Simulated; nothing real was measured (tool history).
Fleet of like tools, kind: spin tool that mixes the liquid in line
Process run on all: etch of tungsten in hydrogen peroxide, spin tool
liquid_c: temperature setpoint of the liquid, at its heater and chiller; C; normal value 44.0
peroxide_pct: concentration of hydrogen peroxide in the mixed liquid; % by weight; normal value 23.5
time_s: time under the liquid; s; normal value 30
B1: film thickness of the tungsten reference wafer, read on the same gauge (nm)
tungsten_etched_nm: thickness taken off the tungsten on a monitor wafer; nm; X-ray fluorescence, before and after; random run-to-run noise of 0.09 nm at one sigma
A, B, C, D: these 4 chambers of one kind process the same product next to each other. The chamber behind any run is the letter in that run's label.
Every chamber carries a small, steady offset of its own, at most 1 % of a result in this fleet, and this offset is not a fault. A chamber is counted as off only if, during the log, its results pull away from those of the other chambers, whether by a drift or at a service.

Run 1B, hour 3.0: usual settings; B1 129.98. Result: tungsten_etched_nm 23.843 nm.
Run 2C, hour 7.9: usual settings; B1 130.01. Result: tungsten_etched_nm 24.045 nm.
Run 3D, hour 10.8: usual settings; B1 129.98. Result: tungsten_etched_nm 23.614 nm.
Run 4A, hour 14.6: usual settings; B1 130.01. Result: tungsten_etched_nm 23.566 nm.
Run 5A, hour 17.4: usual settings; B1 129.96. Result: tungsten_etched_nm 23.823 nm.
Run 6B, hour 20.9: usual settings; B1 130.04. Result: tungsten_etched_nm 23.825 nm.
Run 7D, hour 25.4: usual settings; B1 129.99. Result: tungsten_etched_nm 23.631 nm.
Run 8C, hour 29.6: usual settings; B1 130.00. Result: tungsten_etched_nm 23.849 nm.
Run 9B, hour 33.2: usual settings but liquid_c 49.5 C, time_s 20 s; B1 129.99. Result: tungsten_etched_nm 22.095 nm.
Run 10C, hour 38.5: usual settings but liquid_c 49.5 C, time_s 20 s; B1 129.97. Result: tungsten_etched_nm 22.644 nm.
Run 11A, hour 43.0: usual settings but liquid_c 49.5 C, time_s 20 s; B1 129.99. Result: tungsten_etched_nm 22.335 nm.
Run 12D, hour 48.2: usual settings but liquid_c 49.5 C, time_s 20 s; B1 130.01. Result: tungsten_etched_nm 22.185 nm.
Run 13D, hour 52.3: usual settings; B1 130.02. Result: tungsten_etched_nm 23.820 nm.
Run 14B, hour 56.2: usual settings; B1 129.96. Result: tungsten_etched_nm 23.723 nm.
Run 15C, hour 59.6: usual settings but liquid_c 38.0 C; B1 130.02. Result: tungsten_etched_nm 16.180 nm.
Run 16A, hour 63.0: usual settings but liquid_c 38.0 C; B1 130.00. Result: tungsten_etched_nm 16.284 nm.
Run 17C, hour 67.3: usual settings but liquid_c 38.0 C; B1 129.99. Result: tungsten_etched_nm 16.209 nm.
Run 18A, hour 70.9: usual settings but liquid_c 38.0 C; B1 130.03. Result: tungsten_etched_nm 16.385 nm.
Run 19D, hour 75.9: usual settings; B1 130.01. Result: tungsten_etched_nm 23.676 nm.
Run 20B, hour 80.5: usual settings; B1 130.02. Result: tungsten_etched_nm 23.770 nm.
Run 21C, hour 84.5: usual settings; B1 130.05. Result: tungsten_etched_nm 23.955 nm.
At hour 86.2: chamber D: peroxide flow meter replaced.
Run 22A, hour 89.6: usual settings; B1 129.98. Result: tungsten_etched_nm 24.133 nm.
Run 23B, hour 92.6: usual settings; B1 130.05. Result: tungsten_etched_nm 23.666 nm.
Run 24D, hour 96.3: usual settings; B1 130.05. Result: tungsten_etched_nm 23.703 nm.
Run 25D, hour 99.9: usual settings; B1 129.99. Result: tungsten_etched_nm 23.831 nm.
Run 26B, hour 103.5: usual settings; B1 129.96. Result: tungsten_etched_nm 23.934 nm.
Run 27C, hour 106.2: usual settings; B1 130.03. Result: tungsten_etched_nm 23.940 nm.

Predict what each chamber gives when all 4 of them run the settings below next.
Run 28A, hour 110.3: usual settings. Result: tungsten_etched_nm ?.
Run 28B, hour 110.3: usual settings. Result: tungsten_etched_nm ?.
Run 28C, hour 110.3: usual settings. Result: tungsten_etched_nm ?.
Run 28D, hour 110.3: usual settings. Result: tungsten_etched_nm ?.

run  tungsten_etched_nm
28A              24.495
28B              23.853
28C              23.954
28D              23.711

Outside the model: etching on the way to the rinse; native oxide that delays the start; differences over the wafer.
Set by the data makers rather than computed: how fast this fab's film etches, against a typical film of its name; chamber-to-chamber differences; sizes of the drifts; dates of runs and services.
